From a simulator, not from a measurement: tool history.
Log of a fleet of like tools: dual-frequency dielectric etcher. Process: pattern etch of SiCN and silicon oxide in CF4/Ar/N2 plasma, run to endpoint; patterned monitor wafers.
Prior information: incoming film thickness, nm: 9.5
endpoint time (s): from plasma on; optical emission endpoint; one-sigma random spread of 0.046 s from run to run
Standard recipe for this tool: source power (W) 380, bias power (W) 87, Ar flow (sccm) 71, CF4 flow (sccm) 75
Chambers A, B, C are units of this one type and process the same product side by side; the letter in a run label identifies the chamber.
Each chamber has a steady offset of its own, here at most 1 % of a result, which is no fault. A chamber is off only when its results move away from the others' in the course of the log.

{"run": "1A", "hour": 9.5, "source power (W)": 380, "bias power (W)": 87, "Ar flow (sccm)": 71, "CF4 flow (sccm)": 75, "endpoint time (s)": 11.322}
{"run": "2B", "hour": 18.7, "source power (W)": 380, "bias power (W)": 87, "Ar flow (sccm)": 71, "CF4 flow (sccm)": 75, "endpoint time (s)": 11.464}
{"run": "3C", "hour": 27.3, "source power (W)": 380, "bias power (W)": 87, "Ar flow (sccm)": 71, "CF4 flow (sccm)": 75, "endpoint time (s)": 11.474}
{"run": "4C", "hour": 37.4, "source power (W)": 380, "bias power (W)": 87, "Ar flow (sccm)": 71, "CF4 flow (sccm)": 75, "endpoint time (s)": 11.458}
{"run": "5B", "hour": 48.3, "source power (W)": 380, "bias power (W)": 87, "Ar flow (sccm)": 71, "CF4 flow (sccm)": 75, "endpoint time (s)": 11.441}
{"hour": 56.8, "done": "chamber C: bias power generator calibrated"}
{"run": "6A", "hour": 59.0, "source power (W)": 380, "bias power (W)": 87, "Ar flow (sccm)": 71, "CF4 flow (sccm)": 75, "endpoint time (s)": 11.306}
{"run": "7A", "hour": 67.2, "source power (W)": 380, "bias power (W)": 87, "Ar flow (sccm)": 71, "CF4 flow (sccm)": 75, "endpoint time (s)": 11.294}
{"run": "8C", "hour": 74.4, "source power (W)": 380, "bias power (W)": 87, "Ar flow (sccm)": 71, "CF4 flow (sccm)": 75, "endpoint time (s)": 11.527}
{"run": "9B", "hour": 84.3, "source power (W)": 380, "bias power (W)": 87, "Ar flow (sccm)": 71, "CF4 flow (sccm)": 75, "endpoint time (s)": 11.38}
{"hour": 89.5, "done": "chamber B: wet clean of the chamber"}
{"run": "10C", "hour": 92.0, "source power (W)": 380, "bias power (W)": 87, "Ar flow (sccm)": 71, "CF4 flow (sccm)": 75, "endpoint time (s)": 11.45}
{"run": "11B", "hour": 98.7, "source power (W)": 380, "bias power (W)": 87, "Ar flow (sccm)": 71, "CF4 flow (sccm)": 75, "endpoint time (s)": 11.46}
{"run": "12A", "hour": 109.4, "source power (W)": 380, "bias power (W)": 87, "Ar flow (sccm)": 71, "CF4 flow (sccm)": 75, "endpoint time (s)": 11.212}
{"run": "13B", "hour": 116.5, "source power (W)": 380, "bias power (W)": 87, "Ar flow (sccm)": 71, "CF4 flow (sccm)": 75, "endpoint time (s)": 11.519}
{"run": "14C", "hour": 126.4, "source power (W)": 380, "bias power (W)": 87, "Ar flow (sccm)": 71, "CF4 flow (sccm)": 75, "endpoint time (s)": 11.439}
{"run": "15A", "hour": 136.1, "source power (W)": 380, "bias power (W)": 87, "Ar flow (sccm)": 71, "CF4 flow (sccm)": 75, "endpoint time (s)": 11.024}
{"run": "16B", "hour": 147.5, "source power (W)": 380, "bias power (W)": 87, "Ar flow (sccm)": 71, "CF4 flow (sccm)": 75, "endpoint time (s)": 11.476}
{"run": "17A", "hour": 155.2, "source power (W)": 380, "bias power (W)": 87, "Ar flow (sccm)": 71, "CF4 flow (sccm)": 75, "endpoint time (s)": 11.086}
{"run": "18C", "hour": 161.0, "source power (W)": 380, "bias power (W)": 87, "Ar flow (sccm)": 71, "CF4 flow (sccm)": 75, "endpoint time (s)": 11.489}
{"run": "19C", "hour": 167.6, "source power (W)": 380, "bias power (W)": 87, "Ar flow (sccm)": 71, "CF4 flow (sccm)": 75, "endpoint time (s)": 11.498}
{"run": "20B", "hour": 175.9, "source power (W)": 380, "bias power (W)": 87, "Ar flow (sccm)": 71, "CF4 flow (sccm)": 75, "endpoint time (s)": 11.499}
{"run": "21A", "hour": 187.7, "source power (W)": 380, "bias power (W)": 87, "Ar flow (sccm)": 71, "CF4 flow (sccm)": 75, "endpoint time (s)": 11.043}
{"hour": 189.2, "done": "chamber A: bias power generator calibrated"}
{"hour": 190.0, "done": "chamber C: wet clean of the chamber"}
{"run": "22C", "hour": 194.4, "source power (W)": 380, "bias power (W)": 87, "Ar flow (sccm)": 71, "CF4 flow (sccm)": 75, "endpoint time (s)": 11.362}
{"run": "23A", "hour": 203.1, "source power (W)": 340, "bias power (W)": 87, "Ar flow (sccm)": 71, "CF4 flow (sccm)": 87, "endpoint time (s)": 11.911}
{"run": "24B", "hour": 208.7, "source power (W)": 340, "bias power (W)": 87, "Ar flow (sccm)": 71, "CF4 flow (sccm)": 87, "endpoint time (s)": 12.355}

Each of the 3 chambers runs these same settings next. Fill in every chamber's results:
{"run": "25A", "hour": 217.1, "source power (W)": 380, "bias power (W)": 87, "Ar flow (sccm)": 71, "CF4 flow (sccm)": 75, "endpoint time (s)": "?"}
{"run": "25B", "hour": 217.1, "source power (W)": 380, "bias power (W)": 87, "Ar flow (sccm)": 71, "CF4 flow (sccm)": 75, "endpoint time (s)": "?"}
{"run": "25C", "hour": 217.1, "source power (W)": 380, "bias power (W)": 87, "Ar flow (sccm)": 71, "CF4 flow (sccm)": 75, "endpoint time (s)": "?"}

run=25A endpoint_time_(s)=10.978
run=25B endpoint_time_(s)=11.54
run=25C endpoint_time_(s)=11.452
